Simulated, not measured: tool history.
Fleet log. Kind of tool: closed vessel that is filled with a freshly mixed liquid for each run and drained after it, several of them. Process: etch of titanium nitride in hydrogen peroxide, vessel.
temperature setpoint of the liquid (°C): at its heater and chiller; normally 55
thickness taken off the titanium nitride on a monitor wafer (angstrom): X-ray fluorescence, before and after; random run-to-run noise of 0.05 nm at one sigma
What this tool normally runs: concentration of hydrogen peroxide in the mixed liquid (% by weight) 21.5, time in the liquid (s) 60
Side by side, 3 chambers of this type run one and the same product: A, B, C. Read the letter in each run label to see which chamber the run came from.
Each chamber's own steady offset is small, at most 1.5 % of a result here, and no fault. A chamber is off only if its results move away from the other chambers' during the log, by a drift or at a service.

run   hour  temperature setpoint of the liquid (°C)  concentration of hydrogen peroxide in the mixed liquid (% by weight)  time in the liquid (s)  read-back film thickness of the titanium nitride reference wafer, read on the same gauge (nm)  thickness taken off the titanium nitride on a monitor wafer (angstrom)
 1B    6.7                                       55                                                                  21.5                      60                                                                                         80.015                                                                  65.709
 2A   12.4                                       55                                                                  21.5                      60                                                                                         79.994                                                                  63.668
 3C   17.3                                       55                                                                  21.5                      60                                                                                         79.987                                                                  64.512
 4A   24.9                                       55                                                                  21.5                      60                                                                                         80.009                                                                  64.069
 5C   30.9                                       55                                                                  21.5                      60                                                                                             80                                                                  64.438
 6B   36.8                                       55                                                                  21.5                      60                                                                                             80                                                                  65.171
 7B   42.3                                       55                                                                  21.5                      60                                                                                         79.968                                                                  65.926
 8C   46.5                                       55                                                                  21.5                      60                                                                                         79.979                                                                   63.69
 9A   50.9                                       55                                                                  21.5                      60                                                                                         79.969                                                                  64.572
10C   55.8                                       55                                                                  21.5                      60                                                                                         80.017                                                                  64.249
11B   63.5                                       55                                                                  21.5                      60                                                                                         80.013                                                                  66.194
      65.9  -- chamber A: new drum of peroxide connected
12A   70.2                                       55                                                                  21.5                      60                                                                                         79.995                                                                  64.261
13B   76.8                                       55                                                                  21.5                      60                                                                                         80.025                                                                  66.363
14A   81.7                                       55                                                                  17.5                      60                                                                                         79.979                                                                  61.044
15C   85.7                                       55                                                                  17.5                      60                                                                                         79.987                                                                  61.864
16A   89.2                                       55                                                                  17.5                      60                                                                                         79.998                                                                  61.952
17C   93.5                                       55                                                                  21.5                      60                                                                                         79.981                                                                  64.831
18B   97.7                                       55                                                                  21.5                      60                                                                                         79.985                                                                  66.065
19A    102                                       55                                                                  21.5                      60                                                                                         79.991                                                                  64.483
20B  107.6                                     50.5                                                                  21.5                      70                                                                                         80.022                                                                  56.741
21C    114                                     50.5                                                                  21.5                      70                                                                                         79.984                                                                   53.65
22B  117.5                                     50.5                                                                  21.5                      70                                                                                         80.015                                                                  56.972
23A  122.7                                       55                                                                  21.5                      60                                                                                         80.017                                                                  64.185
24C  126.5                                       55                                                                  21.5                      60                                                                                          79.97                                                                  65.229
25C  129.8                                       55                                                                  21.5                      60                                                                                         79.983                                                                  64.081
26A  133.6                                       55                                                                  21.5                      60                                                                                         79.992                                                                  63.029
27B    140                                       55                                                                  21.5                      60                                                                                         80.021                                                                  67.219
28A  145.7                                       55                                                                  21.5                      60                                                                                         80.001                                                                  63.519
29B  149.4                                       63                                                                  21.5                      60                                                                                         80.006                                                                  119.48
30C  155.5                                       63                                                                  21.5                      60                                                                                         79.987                                                                  111.32
31A  159.4                                       63                                                                  21.5                      60                                                                                         79.979                                                                  109.91
32B  166.1                                       55                                                                  21.5                      60                                                                                         80.016                                                                  69.853
33C  173.5                                       55                                                                  21.5                      60                                                                                         79.983                                                                  64.885
34B  180.6                                       55                                                                  21.5                      60                                                                                         79.982                                                                  68.145
35A  184.2                                     61.5                                                                  18.5                      60                                                                                         80.013                                                                  95.651
36C  187.8                                     61.5                                                                  18.5                      60                                                                                         80.001                                                                  98.916
37C  191.5                                     61.5                                                                  18.5                      60                                                                                         79.993                                                                  96.838

Has any chamber moved away from the others, gradually or after a service, or does the common gauge drift, or do the chambers differ only by their own small steady offsets? State the chamber and the most likely cause if one applies.

Chamber B drifts away from the others.
Most likely cause: liquid hotter than its thermometer reads (K) = 1.05.

Which of the 4 candidates below, each the usual settings with something changed and its results left as question marks, puts chamber B back in line with what the other chambers give on the usual settings?
In-line tolerance around the mean of the other chambers on the usual settings: thickness taken off the titanium nitride on a monitor wafer (angstrom) 1.8
38B-1   197                                       55                                                                  21.5                      65                                                                                                                                                                      ?
38B-2   197                                       55                                                                    15                      60                                                                                                                                                                      ?
38B-3   197                                       56                                                                  21.5                      65                                                                                                                                                                      ?
38B-4   197                                       54                                                                  21.5                      55                                                                                                                                                                      ?

Other chambers, usual settings, mean: thickness taken off the titanium nitride on a monitor wafer (angstrom) 64.265
  run  thickness taken off the titanium nitride on a monitor wafer (angstrom)
38B-1                                                                   75.51
38B-2                                                                   64.55
38B-3                                                                  81.048
38B-4                                                                  59.543
With 38B-2, the chamber falls back in line with the rest.
